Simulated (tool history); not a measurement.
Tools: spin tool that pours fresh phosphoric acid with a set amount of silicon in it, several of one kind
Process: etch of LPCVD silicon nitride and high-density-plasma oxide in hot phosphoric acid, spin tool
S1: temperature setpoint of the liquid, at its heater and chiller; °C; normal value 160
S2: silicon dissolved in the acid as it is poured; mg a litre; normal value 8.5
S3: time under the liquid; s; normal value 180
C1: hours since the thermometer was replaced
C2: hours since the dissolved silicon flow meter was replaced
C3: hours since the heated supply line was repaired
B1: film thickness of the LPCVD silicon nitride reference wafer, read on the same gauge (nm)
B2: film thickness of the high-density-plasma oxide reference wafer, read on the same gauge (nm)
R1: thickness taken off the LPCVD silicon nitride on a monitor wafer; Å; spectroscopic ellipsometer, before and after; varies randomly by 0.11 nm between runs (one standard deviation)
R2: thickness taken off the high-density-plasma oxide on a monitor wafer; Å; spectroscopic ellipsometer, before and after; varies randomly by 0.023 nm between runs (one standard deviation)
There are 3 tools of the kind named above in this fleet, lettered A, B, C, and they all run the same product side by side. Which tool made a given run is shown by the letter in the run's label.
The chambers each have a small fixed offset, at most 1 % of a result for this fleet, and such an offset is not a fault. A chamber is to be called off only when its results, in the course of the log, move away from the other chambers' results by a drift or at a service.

run,hour,S1,S2,S3,C1,C2,C3,B1,B2,R1,R2
1B,5.2,160,8.5,180,238.8,781.5,2928.1,49.971,49.971,162.82,4.2736
2A,9,160,8.5,180,466.3,1031.7,253.2,49.986,50,161.03,4.2734
3C,15.5,160,8.5,180,785.6,2146.7,59.8,50.024,49.999,161.84,4.1863
4B,18.6,160,8.5,180,252.2,794.9,2941.5,49.969,50.018,162.47,4.3606
5C,24.4,160,8.5,220,794.5,2155.6,68.7,50.003,50.01,196.35,5.2503
6A,27.8,160,8.5,220,485.1,1050.5,272,50,50.011,198.07,5.4376
7B,33.1,160,8.5,220,266.7,809.4,2956,50.039,50.005,201.78,5.4322
8A,36.2,160,8.5,180,493.5,1058.9,280.4,49.996,50.014,164.02,4.3226
9C,41.4,157,8.5,255,811.5,2172.6,85.7,50.029,50.021,208.94,5.2396
10C,46.2,157,8.5,255,816.3,2177.4,90.5,50.01,50.024,209.26,5.0529
11A,50.4,157,8.5,255,507.7,1073.1,294.6,49.982,49.997,207.31,4.9377
12B,55.2,160,8.5,180,288.8,831.5,2978.1,49.996,49.989,162.76,4.4559
13B,60.4,160,8.5,180,294,836.7,2983.3,49.983,49.997,162.68,4.2548
# hour 64: chamber B: dissolved silicon flow meter replaced
14A,66.6,160,8.5,180,523.9,1089.3,310.8,49.999,49.983,159.72,4.5709
15C,70.6,160,3,180,840.7,2201.8,114.9,50.025,50.003,161.7,4.8975
16C,75.5,160,3,180,845.6,2206.7,119.8,49.999,50.021,162.08,5.2343
17A,80.2,160,3,180,537.5,1102.9,324.4,49.974,49.99,160.42,4.5793
# hour 83.1: chamber C: dissolved silicon flow meter replaced
18B,84.7,160,8.5,180,318.3,20.8,3007.6,50.02,49.992,160.55,4.5684
19A,90.1,160,8.5,180,547.4,1112.8,334.3,50.03,49.979,162.88,4.1311
20C,95.6,160,8.5,180,865.7,12.6,139.9,50.007,49.958,165.97,4.9896
21B,101.3,160,8.5,180,334.9,37.4,3024.2,50.009,50.001,162.77,4.0058
22C,106.9,160,8.5,180,877,23.9,151.2,50.002,49.995,166.34,4.6859
23A,112.2,160,8.5,180,569.5,1134.9,356.4,49.97,49.979,163.73,4.8067
24B,116.2,160,8.5,180,349.8,52.3,3039.1,49.981,50.004,160.82,4.4993
25A,121,160,4.5,180,578.3,1143.7,365.2,49.959,50.022,162.13,4.8361
# hour 122.5: chamber B: heated supply line repaired
26C,124.2,160,4.5,180,894.3,41.2,168.5,49.986,49.978,168.1,5.3217
27B,129.7,160,4.5,180,363.3,65.8,7.2,49.999,50.003,163.35,4.8118
28B,135.6,160,8.5,180,369.2,71.7,13.1,50.003,49.99,161.34,4.2742
29A,140.7,160,8.5,180,598,1163.4,384.9,49.989,50,160.32,4.7929
30C,146.4,160,8.5,180,916.5,63.4,190.7,49.981,50.016,168.6,4.6358
31C,151.9,160,8.5,245,922,68.9,196.2,49.984,49.993,231.11,6.3573

Is one chamber off against the others, does the gauge drift, or is nothing wrong? If a chamber is off, say which, and what the likeliest cause is.

It is chamber C that slowly wanders off from its peers.
Likeliest cause: liquid hotter than its thermometer reads (K) = 1.4.

Chamber C could run next with any of the 4 candidate recipes listed below; each alters the usual settings, and their results appear as question marks. Which one brings its results back in line with what the other chambers deliver on the usual settings?
In-line tolerance around the mean of the other chambers on the usual settings: R1 3.9 Å; R2 0.79 Å
32C-1,156.7,160.5,7,185,,,,,,?,?
32C-2,156.7,159,11.5,170,,,,,,?,?
32C-3,156.7,161,5.5,190,,,,,,?,?
32C-4,156.7,159.5,10,175,,,,,,?,?

The mean the other chambers reach with the usual settings: R1 162.65 Å; R2 4.3183 Å
run,R1,R2
32C-1,177.12,5.2029
32C-2,154.7,3.8735
32C-3,184.95,5.7164
32C-4,161.99,4.2833
The right change is 32C-4: it brings the chamber back within the allowed miss of the others.
